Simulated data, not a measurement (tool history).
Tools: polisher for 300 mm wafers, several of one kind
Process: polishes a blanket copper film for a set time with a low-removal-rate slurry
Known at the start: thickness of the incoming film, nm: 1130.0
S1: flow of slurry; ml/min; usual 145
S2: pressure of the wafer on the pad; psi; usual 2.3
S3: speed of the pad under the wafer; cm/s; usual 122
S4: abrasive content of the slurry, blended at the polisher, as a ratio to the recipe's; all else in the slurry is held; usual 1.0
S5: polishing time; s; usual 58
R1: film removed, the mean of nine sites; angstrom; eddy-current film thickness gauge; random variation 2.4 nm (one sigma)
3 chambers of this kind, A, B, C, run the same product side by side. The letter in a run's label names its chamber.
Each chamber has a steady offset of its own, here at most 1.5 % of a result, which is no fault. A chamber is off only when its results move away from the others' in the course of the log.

run,hour,S1,S2,S3,S4,S5,R1
1A,12.9,145,2.3,122,1.0,58,1823.6
# hour 19.5: chamber B: worn pad replaced by a new one
2C,22.9,145,2.3,122,1.0,58,1796.4
3B,31.8,145,2.3,122,1.0,58,1801.2
# hour 38.3: chamber A: worn pad replaced by a new one
4A,46.5,145,2.3,122,1.0,58,1789.5
5B,56.7,145,2.3,122,1.0,58,1787.4
# hour 65.3: chamber A: slurry nozzle cleaned
6C,68.1,145,2.3,122,1.0,58,1767.5
7A,81.4,145,2.3,122,1.0,58,1820.3
8B,95.8,145,2.3,122,1.0,58,1786.4
9C,105.9,145,2.3,122,1.1,39,1239.8
# hour 115.9: chamber B: worn pad replaced by a new one
10C,116.8,145,2.3,122,1.1,39,1226.0
# hour 122.6: chamber C: worn pad replaced by a new one
11A,130.5,145,2.3,122,1.1,39,1259.4
12B,137.4,145,2.3,122,1.0,58,1784.9
13B,151.0,145,2.3,122,1.0,58,1799.1
14A,158.5,105,2.3,82,1.0,58,1156.7
15C,170.6,105,2.3,82,1.0,58,1108.1
16A,179.7,105,2.3,82,1.0,58,1151.7
# hour 185.1: chamber C: head pressure recalibrated
17C,186.5,145,2.3,122,1.0,58,1790.1
18B,193.3,145,2.3,122,1.0,58,1785.1
# hour 194.2: chamber A: worn pad replaced by a new one
19B,200.2,145,2.3,122,0.9,58,1762.5
# hour 203.3: chamber C: slurry nozzle cleaned
20C,214.0,145,2.3,122,0.9,58,1796.6
# hour 219.7: chamber B: worn pad replaced by a new one
21A,222.7,145,2.3,122,0.9,58,1776.2
22C,234.2,145,2.3,122,1.0,58,1805.9
# hour 237.6: chamber C: worn pad replaced by a new one
23B,248.0,120,2.3,122,1.0,58,1721.6
# hour 257.5: chamber C: slurry blender recalibrated
24A,261.2,120,2.3,122,1.0,58,1704.4
# hour 264.0: chamber A: head pressure recalibrated
# hour 272.5: chamber A: slurry blender recalibrated
25A,275.6,120,2.3,122,1.0,58,1935.6
26C,284.1,105,2.3,122,1.0,50,1457.8
27B,292.6,105,2.3,122,1.0,50,1438.3
28A,307.6,105,2.3,122,1.0,50,1602.5
29B,316.9,145,2.3,122,1.0,58,1780.2
30C,329.5,145,2.3,122,1.0,42,1290.9
# hour 334.9: chamber B: worn pad replaced by a new one
31B,341.4,145,2.3,122,1.0,42,1280.7
# hour 351.1: chamber C: worn pad replaced by a new one
# hour 352.2: chamber B: head pressure recalibrated
32A,352.6,145,2.3,122,1.0,42,1438.1
33C,361.9,145,2.3,122,1.0,58,1785.3
# hour 363.2: chamber A: worn pad replaced by a new one
34B,368.6,175,2.3,122,1.0,58,1820.7
35C,379.1,175,2.3,122,1.0,58,1844.7
36A,389.7,175,2.3,122,1.0,58,2067.5
37A,398.2,145,2.3,122,1.0,58,1956.3
# hour 410.8: chamber B: slurry blender recalibrated
38C,411.9,145,2.3,122,1.0,58,1820.8
39B,424.2,145,2.3,122,0.8,58,1713.0
40B,439.3,145,2.3,122,0.8,58,1719.3
41A,446.7,145,2.3,122,0.8,58,1905.7
# hour 456.9: chamber B: worn pad replaced by a new one
42C,461.1,145,2.3,122,1.0,58,1800.6
43B,468.2,145,2.3,122,1.0,58,1796.0

All 3 chambers run these settings next. Forecast each chamber's results:
44A,479.3,145,2.3,122,1.0,58,?
44B,479.3,145,2.3,122,1.0,58,?
44C,479.3,145,2.3,122,1.0,58,?

run,R1
44A,2034.6
44B,1816.8
44C,1794.1
